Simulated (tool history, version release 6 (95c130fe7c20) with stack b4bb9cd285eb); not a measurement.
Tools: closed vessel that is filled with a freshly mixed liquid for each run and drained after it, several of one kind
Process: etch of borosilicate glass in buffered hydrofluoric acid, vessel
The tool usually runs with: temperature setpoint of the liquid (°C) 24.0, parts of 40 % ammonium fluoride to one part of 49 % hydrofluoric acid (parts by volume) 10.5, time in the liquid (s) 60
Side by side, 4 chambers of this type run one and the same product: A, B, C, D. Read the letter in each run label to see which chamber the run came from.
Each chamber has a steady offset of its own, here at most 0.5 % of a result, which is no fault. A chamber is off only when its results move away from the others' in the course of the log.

run   hour  temperature setpoint of the liquid (°C)  parts of 40 % ammonium fluoride to one part of 49 % hydrofluoric acid (parts by volume)  time in the liquid (s)  read-back film thickness of the borosilicate glass reference wafer, read on the same gauge (nm)  thickness taken off the borosilicate glass on a monitor wafer (angstrom)
 1B    5.4                                     24.0                                                                                     10.5                      60                                                                                           109.99                                                                    705.98
 2A   12.5                                     24.0                                                                                     10.5                      60                                                                                           110.00                                                                    703.52
 3C   21.7                                     24.0                                                                                     10.5                      60                                                                                           110.04                                                                    716.86
 4D   31.6                                     24.0                                                                                     10.5                      60                                                                                           109.97                                                                    702.17
 5A   37.0                                     24.0                                                                                     10.5                      60                                                                                           110.00                                                                    699.50
 6C   44.1                                     24.0                                                                                     10.5                      60                                                                                           109.98                                                                    722.77
 7D   50.2                                     24.0                                                                                     10.5                      60                                                                                           109.97                                                                    702.96
 8B   57.5                                     24.0                                                                                     14.5                      90                                                                                           110.03                                                                    781.11
 9B   64.7                                     24.0                                                                                     14.5                      90                                                                                           109.98                                                                    774.80
10A   71.3                                     24.0                                                                                     14.5                      90                                                                                           109.99                                                                    775.19
11C   78.2                                     24.0                                                                                     14.5                      90                                                                                           110.02                                                                    784.82
12D   84.5                                     24.0                                                                                     10.5                      60                                                                                           110.00                                                                    705.15
13C   93.5                                     24.0                                                                                     10.5                      60                                                                                           109.99                                                                    708.69
14D  103.2                                     24.0                                                                                     10.5                      60                                                                                           110.02                                                                    702.60
15A  109.2                                     24.0                                                                                     10.5                      60                                                                                           109.95                                                                    712.15
16B  116.5                                     24.0                                                                                     10.5                      60                                                                                           110.00                                                                    708.85
17C  124.3                                     24.0                                                                                     10.5                      60                                                                                           110.04                                                                    711.78
18A  131.0                                     24.0                                                                                     10.5                      60                                                                                           109.98                                                                    703.67
19B  139.6                                     24.0                                                                                     10.5                      60                                                                                           110.01                                                                    718.69
20D  148.8                                     24.0                                                                                     10.5                      60                                                                                           110.02                                                                    678.13
21C  155.2                                     24.0                                                                                     10.5                      60                                                                                           110.00                                                                    714.88
22A  164.5                                     24.0                                                                                     10.5                      60                                                                                           109.98                                                                    710.12
23D  173.7                                     19.5                                                                                     10.5                      60                                                                                           110.02                                                                    536.07
24B  182.4                                     19.5                                                                                     10.5                      60                                                                                           109.99                                                                    555.81
25C  187.5                                     19.5                                                                                     10.5                      60                                                                                           109.96                                                                    562.66
26D  196.9                                     19.5                                                                                     10.5                      60                                                                                           109.99                                                                    521.30
27A  202.1                                     24.0                                                                                      6.5                      60                                                                                           109.94                                                                   1134.50
28B  210.9                                     24.0                                                                                      6.5                      60                                                                                           109.99                                                                   1117.90
29B  218.4                                     24.0                                                                                      6.5                      60                                                                                           110.02                                                                   1125.20
30C  225.0                                     24.0                                                                                      6.5                      60                                                                                           109.99                                                                   1126.00
     225.7  -- chamber A: hydrofluoric acid flow meter replaced
31A  232.1                                     19.5                                                                                     10.5                      60                                                                                           110.04                                                                    548.35
32D  236.9                                     19.5                                                                                     10.5                      60                                                                                           110.02                                                                    510.70
33D  246.8                                     19.5                                                                                     10.5                      60                                                                                           109.98                                                                    512.98

All chambers now run identical settings, listed one chamber a line with results as question marks. What results will each chamber show?
34A  254.3                                     24.0                                                                                     10.5                      60                                                                                                                                                                          ?
34B  254.3                                     24.0                                                                                     10.5                      60                                                                                                                                                                          ?
34C  254.3                                     24.0                                                                                     10.5                      60                                                                                                                                                                          ?
34D  254.3                                     24.0                                                                                     10.5                      60                                                                                                                                                                          ?

run  thickness taken off the borosilicate glass on a monitor wafer (angstrom)
34A                                                                    718.20
34B                                                                    705.90
34C                                                                    714.96
34D                                                                    641.24
